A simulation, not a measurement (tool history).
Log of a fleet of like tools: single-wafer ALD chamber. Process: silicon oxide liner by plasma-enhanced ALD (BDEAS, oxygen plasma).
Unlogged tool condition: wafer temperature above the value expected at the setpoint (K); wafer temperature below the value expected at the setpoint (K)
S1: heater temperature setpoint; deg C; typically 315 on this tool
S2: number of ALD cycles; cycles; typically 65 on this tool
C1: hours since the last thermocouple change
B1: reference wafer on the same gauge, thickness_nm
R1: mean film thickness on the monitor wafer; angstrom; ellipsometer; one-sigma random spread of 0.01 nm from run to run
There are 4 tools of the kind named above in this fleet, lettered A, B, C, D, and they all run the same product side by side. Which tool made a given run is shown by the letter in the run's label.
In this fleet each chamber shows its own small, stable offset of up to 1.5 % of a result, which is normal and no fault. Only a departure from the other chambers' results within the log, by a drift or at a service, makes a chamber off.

run   hour   S1  S2      C1      B1      R1
 1B    5.7  315  65   270.4  5.6094  58.821
 2A   10.1  315  65  2361.3  5.6087  58.617
 3C   13.2  315  65   893.7  5.6071  58.484
 4D   18.5  315  65   465.6  5.6072  59.149
 5A   21.6  315  65  2372.8  5.6036  58.751
 6B   26.8  315  65   291.5  5.6054  59.019
 7D   31.8  315  58   478.9  5.6016  52.619
 8C   35.4  315  58   915.9  5.6013  52.136
 9B   41.0  315  58   305.7  5.5998  52.471
10C   46.5  315  58   927.0  5.5995  52.215
11A   52.1  315  65  2403.3  5.5993  58.524
12D   55.7  315  65   502.8  5.5972  58.943
13D   62.1  315  65   509.2  5.5945  58.942
14A   66.2  315  65  2417.4  5.5956  58.422
15C   72.2  315  65   952.7  5.5943  58.421
16B   78.2  315  65   342.9  5.5923  58.618
17B   82.7  315  65   347.4  5.5920  58.721
18A   88.7  315  65  2439.9  5.5916  58.372
19C   93.9  315  65   974.4  5.5898  58.391
20D   99.9  315  65   547.0  5.5883  58.684
21B  106.0  315  65   370.7  5.5887  58.686
22D  111.2  315  65   558.3  5.5888  58.746
23C  115.0  320  57   995.5  5.5849  50.713
24A  118.9  320  57  2470.1  5.5851  50.720
25A  125.5  320  57  2476.7  5.5842  50.799
26B  132.0  320  57   396.7  5.5843  51.147
27C  137.8  315  65  1018.3  5.5837  58.139
28D  141.0  315  65   588.1  5.5793  58.860
29A  145.6  315  65  2496.8  5.5773  58.220
30C  149.5  315  65  1030.0  5.5757  58.092
31B  156.1  315  65   420.8  5.5778  58.446
32D  162.7  315  65   609.8  5.5746  58.573
33A  168.6  315  65  2519.8  5.5756  58.264
34B  174.2  315  65   438.9  5.5741  58.425
35C  177.2  315  65  1057.7  5.5705  58.375

Which is it: a chamber that has drifted or been left off by a service, a gauge drift common to all chambers, or only each chamber's usual small offset? If a chamber is off, name it and its likeliest cause.

Gauge drift. The chambers move together only on paper, and none stands off.
Likeliest cause: gauge reads low (%) = 0.692.
